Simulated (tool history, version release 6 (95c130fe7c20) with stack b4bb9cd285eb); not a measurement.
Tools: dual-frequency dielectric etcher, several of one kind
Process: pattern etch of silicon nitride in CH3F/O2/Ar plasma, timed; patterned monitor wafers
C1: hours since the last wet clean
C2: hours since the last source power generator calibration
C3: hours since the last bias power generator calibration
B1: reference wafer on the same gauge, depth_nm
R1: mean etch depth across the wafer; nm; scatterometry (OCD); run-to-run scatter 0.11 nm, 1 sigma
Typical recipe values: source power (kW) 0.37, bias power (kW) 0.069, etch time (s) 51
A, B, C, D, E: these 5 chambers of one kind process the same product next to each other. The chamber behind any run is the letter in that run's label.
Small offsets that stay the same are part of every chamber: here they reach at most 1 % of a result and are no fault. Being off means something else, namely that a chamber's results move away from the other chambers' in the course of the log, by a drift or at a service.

run 1E hour=4.1 | source_power_(kW)=0.37 bias_power_(kW)=0.069 etch_time_(s)=51 | C1=46.8 C2=1430.7 C3=3535.4 | B1=37.168 | R1=34.148
run 2D hour=8.6 | source_power_(kW)=0.37 bias_power_(kW)=0.069 etch_time_(s)=51 | C1=241 C2=1565.8 C3=1363.4 | B1=37.18 | R1=34.442
run 3B hour=11.8 | source_power_(kW)=0.37 bias_power_(kW)=0.069 etch_time_(s)=51 | C1=60.4 C2=2258 C3=1161.8 | B1=37.209 | R1=33.876
run 4C hour=17 | source_power_(kW)=0.37 bias_power_(kW)=0.069 etch_time_(s)=51 | C1=23.4 C2=1075.2 C3=1736.6 | B1=37.173 | R1=34.14
run 5A hour=22.1 | source_power_(kW)=0.37 bias_power_(kW)=0.076 etch_time_(s)=65 | C1=370 C2=853.5 C3=2163.8 | B1=37.198 | R1=44.988
run 6E hour=27.1 | source_power_(kW)=0.37 bias_power_(kW)=0.076 etch_time_(s)=65 | C1=69.8 C2=1453.7 C3=3558.4 | B1=37.184 | R1=45.03
run 7B hour=30.7 | source_power_(kW)=0.37 bias_power_(kW)=0.076 etch_time_(s)=65 | C1=79.3 C2=2276.9 C3=1180.7 | B1=37.2 | R1=45.268
run 8D hour=34.2 | source_power_(kW)=0.37 bias_power_(kW)=0.076 etch_time_(s)=65 | C1=266.6 C2=1591.4 C3=1389 | B1=37.211 | R1=45.659
run 9C hour=38.9 | source_power_(kW)=0.37 bias_power_(kW)=0.076 etch_time_(s)=65 | C1=45.3 C2=1097.1 C3=1758.5 | B1=37.213 | R1=44.869
run 10A hour=43.3 | source_power_(kW)=0.37 bias_power_(kW)=0.069 etch_time_(s)=51 | C1=391.2 C2=874.7 C3=2185 | B1=37.201 | R1=34.284
run 11C hour=46.4 | source_power_(kW)=0.37 bias_power_(kW)=0.069 etch_time_(s)=51 | C1=52.8 C2=1104.6 C3=1766 | B1=37.231 | R1=33.814
run 12E hour=52.5 | source_power_(kW)=0.37 bias_power_(kW)=0.069 etch_time_(s)=51 | C1=95.2 C2=1479.1 C3=3583.8 | B1=37.198 | R1=34.4
run 13D hour=55.3 | source_power_(kW)=0.37 bias_power_(kW)=0.069 etch_time_(s)=51 | C1=287.7 C2=1612.5 C3=1410.1 | B1=37.182 | R1=34.751
run 14B hour=60.4 | source_power_(kW)=0.37 bias_power_(kW)=0.069 etch_time_(s)=51 | C1=109 C2=2306.6 C3=1210.4 | B1=37.203 | R1=33.859
run 15A hour=64 | source_power_(kW)=0.37 bias_power_(kW)=0.069 etch_time_(s)=51 | C1=411.9 C2=895.4 C3=2205.7 | B1=37.18 | R1=34.306
run 16E hour=67.5 | source_power_(kW)=0.37 bias_power_(kW)=0.069 etch_time_(s)=51 | C1=110.2 C2=1494.1 C3=3598.8 | B1=37.213 | R1=34.266
run 17C hour=70.7 | source_power_(kW)=0.37 bias_power_(kW)=0.069 etch_time_(s)=51 | C1=77.1 C2=1128.9 C3=1790.3 | B1=37.201 | R1=34.15
run 18A hour=76 | source_power_(kW)=0.43 bias_power_(kW)=0.069 etch_time_(s)=51 | C1=423.9 C2=907.4 C3=2217.7 | B1=37.2 | R1=36.319
run 19D hour=80.9 | source_power_(kW)=0.43 bias_power_(kW)=0.069 etch_time_(s)=51 | C1=313.3 C2=1638.1 C3=1435.7 | B1=37.176 | R1=36.892
run 20B hour=83.9 | source_power_(kW)=0.43 bias_power_(kW)=0.069 etch_time_(s)=51 | C1=132.5 C2=2330.1 C3=1233.9 | B1=37.193 | R1=36.053
run 21C hour=88.7 | source_power_(kW)=0.43 bias_power_(kW)=0.069 etch_time_(s)=51 | C1=95.1 C2=1146.9 C3=1808.3 | B1=37.201 | R1=36.095
-- hour=88.8 chamber A: wet clean of the chamber
run 22A hour=91.5 | source_power_(kW)=0.43 bias_power_(kW)=0.069 etch_time_(s)=51 | C1=2.7 C2=922.9 C3=2233.2 | B1=37.177 | R1=36.136
run 23B hour=96.5 | source_power_(kW)=0.37 bias_power_(kW)=0.069 etch_time_(s)=51 | C1=145.1 C2=2342.7 C3=1246.5 | B1=37.221 | R1=34.081
run 24D hour=99.6 | source_power_(kW)=0.37 bias_power_(kW)=0.069 etch_time_(s)=51 | C1=332 C2=1656.8 C3=1454.4 | B1=37.217 | R1=35.226
run 25E hour=102.3 | source_power_(kW)=0.37 bias_power_(kW)=0.069 etch_time_(s)=44 | C1=145 C2=1528.9 C3=3633.6 | B1=37.198 | R1=29.699
run 26B hour=108.4 | source_power_(kW)=0.37 bias_power_(kW)=0.069 etch_time_(s)=44 | C1=157 C2=2354.6 C3=1258.4 | B1=37.182 | R1=29.296
run 27E hour=112.3 | source_power_(kW)=0.37 bias_power_(kW)=0.069 etch_time_(s)=44 | C1=155 C2=1538.9 C3=3643.6 | B1=37.147 | R1=29.388
run 28D hour=115.6 | source_power_(kW)=0.37 bias_power_(kW)=0.069 etch_time_(s)=44 | C1=348 C2=1672.8 C3=1470.4 | B1=37.223 | R1=30.55
run 29A hour=120.4 | source_power_(kW)=0.37 bias_power_(kW)=0.069 etch_time_(s)=44 | C1=31.6 C2=951.8 C3=2262.1 | B1=37.218 | R1=29.521
run 30C hour=126.4 | source_power_(kW)=0.37 bias_power_(kW)=0.069 etch_time_(s)=51 | C1=132.8 C2=1184.6 C3=1846 | B1=37.194 | R1=33.987
run 31D hour=130.6 | source_power_(kW)=0.37 bias_power_(kW)=0.069 etch_time_(s)=51 | C1=363 C2=1687.8 C3=1485.4 | B1=37.202 | R1=35.641
run 32A hour=136.4 | source_power_(kW)=0.37 bias_power_(kW)=0.069 etch_time_(s)=51 | C1=47.6 C2=967.8 C3=2278.1 | B1=37.187 | R1=34.173
run 33B hour=141.1 | source_power_(kW)=0.37 bias_power_(kW)=0.069 etch_time_(s)=51 | C1=189.7 C2=2387.3 C3=1291.1 | B1=37.193 | R1=34.096
run 34C hour=143.9 | source_power_(kW)=0.37 bias_power_(kW)=0.069 etch_time_(s)=51 | C1=150.3 C2=1202.1 C3=1863.5 | B1=37.191 | R1=33.976
run 35E hour=148.3 | source_power_(kW)=0.37 bias_power_(kW)=0.069 etch_time_(s)=51 | C1=191 C2=1574.9 C3=3679.6 | B1=37.199 | R1=34.237
run 36D hour=151.7 | source_power_(kW)=0.37 bias_power_(kW)=0.058 etch_time_(s)=51 | C1=384.1 C2=1708.9 C3=1506.5 | B1=37.208 | R1=33.682
run 37E hour=154.5 | source_power_(kW)=0.37 bias_power_(kW)=0.058 etch_time_(s)=51 | C1=197.2 C2=1581.1 C3=3685.8 | B1=37.211 | R1=32.278

Predict what each chamber gives when all 5 of them run the settings below next.
run 38A hour=159 | source_power_(kW)=0.34 bias_power_(kW)=0.069 etch_time_(s)=51 | R1=?
run 38B hour=159 | source_power_(kW)=0.34 bias_power_(kW)=0.069 etch_time_(s)=51 | R1=?
run 38C hour=159 | source_power_(kW)=0.34 bias_power_(kW)=0.069 etch_time_(s)=51 | R1=?
run 38D hour=159 | source_power_(kW)=0.34 bias_power_(kW)=0.069 etch_time_(s)=51 | R1=?
run 38E hour=159 | source_power_(kW)=0.34 bias_power_(kW)=0.069 etch_time_(s)=51 | R1=?

run=38A R1=32.954
run=38B R1=33.105
run=38C R1=33.19
run=38D R1=34.563
run=38E R1=32.969
